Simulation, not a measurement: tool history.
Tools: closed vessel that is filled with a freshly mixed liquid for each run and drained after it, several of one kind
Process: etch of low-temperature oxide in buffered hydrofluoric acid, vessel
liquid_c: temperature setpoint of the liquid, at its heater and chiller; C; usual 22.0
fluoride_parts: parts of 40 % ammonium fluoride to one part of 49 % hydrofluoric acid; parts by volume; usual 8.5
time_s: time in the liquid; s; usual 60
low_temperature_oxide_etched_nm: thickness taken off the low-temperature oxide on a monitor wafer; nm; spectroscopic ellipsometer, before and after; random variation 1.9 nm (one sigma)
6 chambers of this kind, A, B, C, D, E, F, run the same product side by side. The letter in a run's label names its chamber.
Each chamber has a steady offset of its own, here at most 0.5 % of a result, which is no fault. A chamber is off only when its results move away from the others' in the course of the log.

run	day	liquid_c	fluoride_parts	time_s	read-back film thickness of the low-temperature oxide reference wafer, read on the same gauge (nm)	low_temperature_oxide_etched_nm
1B	0.317	22.0	8.5	60	100.030	198.050
2F	0.500	22.0	8.5	60	100.020	202.470
3A	0.696	22.0	8.5	60	99.985	198.850
4E	0.862	22.0	8.5	60	99.999	201.770
5C	1.038	22.0	8.5	60	100.020	202.590
6D	1.312	22.0	7.0	50	100.030	204.880
7F	1.575	22.0	7.0	50	100.000	202.880
# day 1.788: chamber D: thermometer replaced
8B	1.867	22.0	7.0	50	99.957	199.900
9A	2.046	22.0	7.0	50	99.977	203.770
10C	2.246	22.0	7.0	50	99.972	209.230
11D	2.400	22.0	7.0	50	99.986	205.730
12E	2.683	22.0	8.5	60	100.020	200.430
13B	2.867	22.0	8.5	60	100.040	198.660
14A	3.146	22.0	8.5	60	100.010	198.280
15E	3.321	22.0	8.5	60	100.050	200.750
16C	3.546	22.0	10.0	60	100.030	178.590
17F	3.762	22.0	10.0	60	99.998	175.540
18D	3.962	22.0	10.0	60	99.980	175.970
19C	4.242	22.0	10.0	60	100.010	176.060
20E	4.542	22.0	10.0	60	99.996	175.840
# day 4.696: chamber F: thermometer replaced
21A	4.738	22.0	10.0	60	100.030	168.390
22F	5.012	22.0	8.5	60	99.975	201.720
23D	5.171	22.0	8.5	60	99.978	199.230
24B	5.379	22.0	8.5	60	100.000	196.780
25C	5.542	22.0	8.5	60	100.010	203.610
26B	5.812	24.5	8.5	90	99.996	341.890
27E	6.042	24.5	8.5	90	99.934	345.550
28D	6.262	24.5	8.5	90	100.010	346.870
29F	6.512	24.5	8.5	90	100.050	346.170
30A	6.821	24.5	8.5	90	100.010	328.590
31F	7.112	24.5	8.5	90	99.993	340.190
32E	7.333	22.0	8.5	60	100.000	200.940
33B	7.538	22.0	8.5	60	99.964	198.470
34D	7.779	22.0	8.5	60	99.940	200.960
35C	7.929	22.0	8.5	60	100.010	197.320
36A	8.075	22.0	8.5	60	100.020	190.500
37C	8.212	22.0	8.5	60	100.010	199.700

All 6 chambers run these settings next. Forecast each chamber's results:
38A	8.438	22.0	8.5	30		?
38B	8.438	22.0	8.5	30		?
38C	8.438	22.0	8.5	30		?
38D	8.438	22.0	8.5	30		?
38E	8.438	22.0	8.5	30		?
38F	8.438	22.0	8.5	30		?

run	low_temperature_oxide_etched_nm
38A	94.060
38B	99.105
38C	100.410
38D	99.574
38E	102.570
38F	100.970
